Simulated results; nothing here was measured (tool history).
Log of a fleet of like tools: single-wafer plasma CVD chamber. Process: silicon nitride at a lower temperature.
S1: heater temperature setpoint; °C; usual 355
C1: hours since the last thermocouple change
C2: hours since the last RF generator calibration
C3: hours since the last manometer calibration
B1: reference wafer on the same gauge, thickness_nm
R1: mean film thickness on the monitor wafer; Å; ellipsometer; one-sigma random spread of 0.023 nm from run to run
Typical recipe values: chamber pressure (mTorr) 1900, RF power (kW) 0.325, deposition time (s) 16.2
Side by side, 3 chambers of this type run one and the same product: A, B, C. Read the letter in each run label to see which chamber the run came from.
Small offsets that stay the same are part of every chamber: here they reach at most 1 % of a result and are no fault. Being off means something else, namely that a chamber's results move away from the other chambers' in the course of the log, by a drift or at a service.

Run 1C, hour 11.1: usual settings; C1 214.7; C2 739.4; C3 368.0; B1 21.814. Result: R1 211.26 Å.
Run 2B, hour 17.6: usual settings; C1 256.3; C2 538.8; C3 1150.2; B1 21.809. Result: R1 208.99 Å.
Run 3A, hour 23.9: usual settings; C1 208.7; C2 970.5; C3 1228.7; B1 21.818. Result: R1 210.16 Å.
Run 4B, hour 33.5: usual settings; C1 272.2; C2 554.7; C3 1166.1; B1 21.817. Result: R1 209.33 Å.
Run 5A, hour 45.6: usual settings but RF power (kW) 0.370; C1 230.4; C2 992.2; C3 1250.4; B1 21.822. Result: R1 228.46 Å.
Run 6C, hour 53.8: usual settings but RF power (kW) 0.370; C1 257.4; C2 782.1; C3 410.7; B1 21.824. Result: R1 229.30 Å.
Run 7A, hour 64.9: usual settings but RF power (kW) 0.370; C1 249.7; C2 1011.5; C3 1269.7; B1 21.828. Result: R1 229.15 Å.
Run 8B, hour 74.2: usual settings; C1 312.9; C2 595.4; C3 1206.8; B1 21.830. Result: R1 209.01 Å.
Run 9C, hour 83.7: usual settings; C1 287.3; C2 812.0; C3 440.6; B1 21.840. Result: R1 211.17 Å.
Run 10A, hour 90.4: usual settings; C1 275.2; C2 1037.0; C3 1295.2; B1 21.845. Result: R1 210.27 Å.
Run 11C, hour 99.5: usual settings but RF power (kW) 0.300; C1 303.1; C2 827.8; C3 456.4; B1 21.851. Result: R1 200.04 Å.
Run 12B, hour 111.0: usual settings but RF power (kW) 0.300; C1 349.7; C2 632.2; C3 1243.6; B1 21.862. Result: R1 198.68 Å.
Run 13B, hour 119.1: usual settings but RF power (kW) 0.300; C1 357.8; C2 640.3; C3 1251.7; B1 21.859. Result: R1 198.77 Å.
Run 14A, hour 128.2: usual settings; C1 313.0; C2 1074.8; C3 1333.0; B1 21.864. Result: R1 210.73 Å.
Run 15C, hour 136.1: usual settings; C1 339.7; C2 864.4; C3 493.0; B1 21.871. Result: R1 211.52 Å.
Run 16B, hour 144.5: usual settings; C1 383.2; C2 665.7; C3 1277.1; B1 21.884. Result: R1 209.40 Å.
Run 17A, hour 152.4: usual settings; C1 337.2; C2 1099.0; C3 1357.2; B1 21.879. Result: R1 211.26 Å.
Run 18C, hour 159.1: usual settings; C1 362.7; C2 887.4; C3 516.0; B1 21.881. Result: R1 211.32 Å.
Run 19B, hour 168.1: usual settings; C1 406.8; C2 689.3; C3 1300.7; B1 21.893. Result: R1 209.92 Å.
Run 20A, hour 181.5: usual settings; C1 366.3; C2 1128.1; C3 1386.3; B1 21.898. Result: R1 210.81 Å.

Does one chamber stand apart from the rest, does the shared gauge drift, or is all well apart from small per-chamber offsets? Give the chamber and the most likely cause, where there is one.

The gauge drifts, so all chambers seem to drift together. No chamber is off.
Likeliest cause: gauge reads high (%) = 0.46.
